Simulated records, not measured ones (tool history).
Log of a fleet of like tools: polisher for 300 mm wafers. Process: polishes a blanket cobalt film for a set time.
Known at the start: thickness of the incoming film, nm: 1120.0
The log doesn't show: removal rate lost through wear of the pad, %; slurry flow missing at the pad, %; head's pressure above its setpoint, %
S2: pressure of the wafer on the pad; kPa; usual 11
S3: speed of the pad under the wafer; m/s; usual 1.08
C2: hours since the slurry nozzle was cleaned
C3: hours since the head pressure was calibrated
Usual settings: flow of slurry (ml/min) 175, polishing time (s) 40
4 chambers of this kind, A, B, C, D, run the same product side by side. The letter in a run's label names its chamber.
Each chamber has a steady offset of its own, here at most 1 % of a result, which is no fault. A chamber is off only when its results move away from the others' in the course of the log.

Run 1C, hour 9.3: usual settings; wafers polished on this pad 728; C2 604.5; C3 138.9. Result: film removed (Å) 2011.1.
At hour 17.6: chamber C: worn pad replaced by a new one.
Run 2A, hour 25.6: usual settings; wafers polished on this pad 687; C2 128.6; C3 356.6. Result: film removed (Å) 1960.4.
At hour 28.3: chamber D: worn pad replaced by a new one.
Run 3D, hour 33.1: usual settings; wafers polished on this pad 44; C2 265.8; C3 327.7. Result: film removed (Å) 1978.
Run 4B, hour 48.4: usual settings; wafers polished on this pad 646; C2 132.8; C3 677. Result: film removed (Å) 2002.7.
Run 5D, hour 57.4: usual settings; wafers polished on this pad 267; C2 290.1; C3 352. Result: film removed (Å) 1982.8.
Run 6B, hour 72.8: usual settings; wafers polished on this pad 870; C2 157.2; C3 701.4. Result: film removed (Å) 1948.2.
Run 7A, hour 85.4: usual settings; wafers polished on this pad 1236; C2 188.4; C3 416.4. Result: film removed (Å) 1972.6.
At hour 86: chamber D: slurry nozzle cleaned.
At hour 98.1: chamber A: worn pad replaced by a new one.
Run 8C, hour 98.2: usual settings; wafers polished on this pad 739; C2 693.4; C3 227.8. Result: film removed (Å) 2010.9.
At hour 101.9: chamber B: worn pad replaced by a new one.
At hour 105.1: chamber C: worn pad replaced by a new one.
Run 9D, hour 113.2: usual settings; wafers polished on this pad 779; C2 27.3; C3 407.8. Result: film removed (Å) 1995.
At hour 126: chamber B: head pressure recalibrated.
Run 10B, hour 127.1: usual settings; wafers polished on this pad 231; C2 211.5; C3 1.2. Result: film removed (Å) 1978.3.
At hour 127.9: chamber D: worn pad replaced by a new one.
Run 11A, hour 134.8: usual settings; wafers polished on this pad 337; C2 237.8; C3 465.8. Result: film removed (Å) 1988.9.
Run 12C, hour 143.4: usual settings; wafers polished on this pad 351; C2 738.6; C3 273. Result: film removed (Å) 2026.4.
Run 13B, hour 151: usual settings; wafers polished on this pad 450; C2 235.4; C3 25.1. Result: film removed (Å) 1997.1.
Run 14A, hour 167.5: usual settings; wafers polished on this pad 637; C2 270.5; C3 498.5. Result: film removed (Å) 2004.4.
Run 15D, hour 183.5: usual settings; wafers polished on this pad 510; C2 97.6; C3 478.1. Result: film removed (Å) 1998.
Run 16C, hour 193.2: usual settings; wafers polished on this pad 808; C2 788.4; C3 322.8. Result: film removed (Å) 2039.4.
At hour 194.5: chamber C: worn pad replaced by a new one.
Run 17B, hour 202.6: usual settings; wafers polished on this pad 924; C2 287; C3 76.7. Result: film removed (Å) 1968.3.
At hour 204.5: chamber C: slurry nozzle cleaned.
At hour 207.9: chamber D: worn pad replaced by a new one.
Run 18C, hour 215.9: usual settings; wafers polished on this pad 196; C2 11.4; C3 345.5. Result: film removed (Å) 2040.4.
Run 19D, hour 229.2: usual settings; wafers polished on this pad 195; C2 143.3; C3 523.8. Result: film removed (Å) 1973.7.
Run 20A, hour 241.8: usual settings; wafers polished on this pad 1318; C2 344.8; C3 572.8. Result: film removed (Å) 2003.6.
At hour 244.1: chamber B: worn pad replaced by a new one.
At hour 244.2: chamber B: slurry nozzle cleaned.
Run 21D, hour 249.2: usual settings; wafers polished on this pad 379; C2 163.3; C3 543.8. Result: film removed (Å) 2017.8.
Run 22A, hour 257.1: usual settings; wafers polished on this pad 1459; C2 360.1; C3 588.1. Result: film removed (Å) 1979.9.
At hour 260.3: chamber A: worn pad replaced by a new one.
Run 23C, hour 269.7: usual settings; wafers polished on this pad 690; C2 65.2; C3 399.3. Result: film removed (Å) 2097.
At hour 281.1: chamber C: worn pad replaced by a new one.
Run 24B, hour 282.9: usual settings but flow of slurry (ml/min) 135; wafers polished on this pad 356; C2 38.8; C3 157. Result: film removed (Å) 1891.8.
At hour 285.8: chamber A: head pressure recalibrated.
Run 25A, hour 295.4: usual settings but flow of slurry (ml/min) 135; wafers polished on this pad 322; C2 398.4; C3 9.7. Result: film removed (Å) 1907.6.
At hour 296.6: chamber D: worn pad replaced by a new one.
Run 26C, hour 308.8: usual settings but flow of slurry (ml/min) 135; wafers polished on this pad 254; C2 104.3; C3 438.4. Result: film removed (Å) 1990.7.
Run 27B, hour 317.1: usual settings but flow of slurry (ml/min) 135; wafers polished on this pad 670; C2 73; C3 191.2. Result: film removed (Å) 1921.7.
Run 28D, hour 326: usual settings; wafers polished on this pad 269; C2 240.1; C3 620.6. Result: film removed (Å) 2013.8.
Run 29D, hour 339.9: usual settings; wafers polished on this pad 397; C2 254; C3 634.5. Result: film removed (Å) 1992.9.
Run 30C, hour 348.2: usual settings but flow of slurry (ml/min) 140; wafers polished on this pad 615; C2 143.7; C3 477.8. Result: film removed (Å) 2013.2.
At hour 352.7: chamber B: worn pad replaced by a new one.
Run 31A, hour 358.6: usual settings but flow of slurry (ml/min) 140; wafers polished on this pad 902; C2 461.6; C3 72.9. Result: film removed (Å) 1914.3.
At hour 362.8: chamber C: worn pad replaced by a new one.
Run 32B, hour 368.7: usual settings but flow of slurry (ml/min) 140; wafers polished on this pad 147; C2 124.6; C3 242.8. Result: film removed (Å) 1912.8.
At hour 374.9: chamber D: worn pad replaced by a new one.
Run 33D, hour 382.8: usual settings but flow of slurry (ml/min) 140; wafers polished on this pad 72; C2 296.9; C3 677.4. Result: film removed (Å) 1918.6.
Run 34B, hour 392.7: usual settings but S3 0.88 m/s, polishing time (s) 46; wafers polished on this pad 367; C2 148.6; C3 266.8. Result: film removed (Å) 1851.8.
Run 35C, hour 403: usual settings but S3 0.88 m/s, polishing time (s) 46; wafers polished on this pad 368; C2 198.5; C3 532.6. Result: film removed (Å) 1978.5.
Run 36A, hour 411: usual settings but S3 0.88 m/s, polishing time (s) 46; wafers polished on this pad 1382; C2 514; C3 125.3. Result: film removed (Å) 1868.5.
At hour 412.3: chamber D: slurry nozzle cleaned.
At hour 412.9: chamber A: slurry nozzle cleaned.
Run 37B, hour 422.4: usual settings but S3 0.88 m/s, polishing time (s) 46; wafers polished on this pad 639; C2 178.3; C3 296.5. Result: film removed (Å) 1851.1.
At hour 424.2: chamber A: worn pad replaced by a new one.
Run 38A, hour 431.1: usual settings; wafers polished on this pad 64; C2 18.3; C3 145.4. Result: film removed (Å) 1962.1.
Run 39D, hour 445.1: usual settings; wafers polished on this pad 644; C2 32.8; C3 739.7. Result: film removed (Å) 2007.7.

Next, every chamber runs the same settings. What will each give?
Run 40A, hour 456.9: usual settings. Result: film removed (Å) ?.
Run 40B, hour 456.9: usual settings. Result: film removed (Å) ?.
Run 40C, hour 456.9: usual settings. Result: film removed (Å) ?.
Run 40D, hour 456.9: usual settings. Result: film removed (Å) ?.

run  film removed (Å)
40A            1988.1
40B            1982.8
40C            2158.1
40D            1992.6
